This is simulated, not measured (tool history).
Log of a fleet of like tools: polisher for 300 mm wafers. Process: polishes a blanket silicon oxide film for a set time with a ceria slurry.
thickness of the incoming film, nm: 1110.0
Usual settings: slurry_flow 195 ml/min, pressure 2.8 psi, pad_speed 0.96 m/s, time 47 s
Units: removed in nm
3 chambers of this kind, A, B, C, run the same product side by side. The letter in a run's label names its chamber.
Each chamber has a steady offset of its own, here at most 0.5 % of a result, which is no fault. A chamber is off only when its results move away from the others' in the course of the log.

Run 1B, day 0.438: usual settings. Result: removed 154.4 nm.
Run 2A, day 0.908: usual settings. Result: removed 154.52 nm.
At day 1.083: chamber C: worn pad replaced by a new one.
Run 3C, day 1.188: usual settings. Result: removed 149.94 nm.
At day 1.262: chamber A: worn pad replaced by a new one.
Run 4C, day 1.571: usual settings. Result: removed 152.22 nm.
Run 5A, day 2.029: usual settings. Result: removed 154.11 nm.
Run 6B, day 2.304: usual settings. Result: removed 155.26 nm.
Run 7C, day 2.65: usual settings. Result: removed 153.68 nm.
Run 8B, day 3.046: usual settings. Result: removed 151.49 nm.
At day 3.238: chamber C: slurry nozzle cleaned.
At day 3.317: chamber C: worn pad replaced by a new one.
Run 9A, day 3.433: usual settings. Result: removed 151.9 nm.
Run 10A, day 3.8: usual settings. Result: removed 153.56 nm.
Run 11C, day 4.092: usual settings. Result: removed 157.37 nm.
Run 12B, day 4.45: usual settings. Result: removed 150.13 nm.
Run 13C, day 4.871: usual settings. Result: removed 154.07 nm.
Run 14B, day 5.475: usual settings. Result: removed 147.83 nm.
At day 5.583: chamber A: worn pad replaced by a new one.
Run 15A, day 5.754: usual settings. Result: removed 154.21 nm.
At day 5.838: chamber C: worn pad replaced by a new one.
Run 16C, day 6.354: usual settings. Result: removed 151.57 nm.
Run 17B, day 6.767: usual settings. Result: removed 147.77 nm.
Run 18A, day 7.242: usual settings. Result: removed 151.98 nm.
Run 19B, day 7.85: usual settings. Result: removed 145.86 nm.
Run 20A, day 8.258: usual settings. Result: removed 148.57 nm.
At day 8.542: chamber C: worn pad replaced by a new one.
Run 21C, day 8.621: usual settings. Result: removed 155.42 nm.
Run 22B, day 9.229: usual settings but slurry_flow 235 ml/min. Result: removed 145.68 nm.
At day 9.321: chamber A: worn pad replaced by a new one.
Run 23A, day 9.833: usual settings but slurry_flow 235 ml/min. Result: removed 153.59 nm.
Run 24C, day 10.271: usual settings but slurry_flow 235 ml/min. Result: removed 153.72 nm.
At day 10.308: chamber A: slurry nozzle cleaned.
Run 25C, day 10.579: usual settings. Result: removed 152.79 nm.
Run 26B, day 10.958: usual settings. Result: removed 142.15 nm.
At day 10.979: chamber C: worn pad replaced by a new one.
Run 27A, day 11.433: usual settings but pad_speed 1.2 m/s, time 57 s. Result: removed 229.06 nm.
Run 28B, day 12.042: usual settings but pad_speed 1.2 m/s, time 57 s. Result: removed 210.88 nm.
Run 29C, day 12.462: usual settings but pad_speed 1.2 m/s, time 57 s. Result: removed 235.56 nm.

Is one chamber off against the others, does the gauge drift, or is nothing wrong? If a chamber is off, say which, and what the likeliest cause is.

Chamber B drifts away from the others.
Cause: removal rate lost through wear of the pad, % = 11.8.
The log may not tell that from: head's pressure below its setpoint, %.

Here are 4 candidates for chamber B's next run, each the usual settings with a change, their results left as question marks. Which one brings its results back in line with what the others give on the usual settings?
In line means no further than this from the other chambers' mean on the usual settings: removed 7 nm
Run 30B-1, day 12.904: usual settings but pressure 2.5 psi, pad_speed 0.88 m/s, time 43 s. Result: removed ?.
Run 30B-2, day 12.904: usual settings but slurry_flow 205 ml/min, time 61 s. Result: removed ?.
Run 30B-3, day 12.904: usual settings but pad_speed 0.9 m/s, time 44 s. Result: removed ?.
Run 30B-4, day 12.904: usual settings but pressure 3 psi, time 50 s. Result: removed ?.

The other chambers' mean on the usual settings: removed 153.26 nm
  run  removed
30B-1   100.73
30B-2   175.47
30B-3   117.99
30B-4   153.06
30B-4 brings the chamber back in line.

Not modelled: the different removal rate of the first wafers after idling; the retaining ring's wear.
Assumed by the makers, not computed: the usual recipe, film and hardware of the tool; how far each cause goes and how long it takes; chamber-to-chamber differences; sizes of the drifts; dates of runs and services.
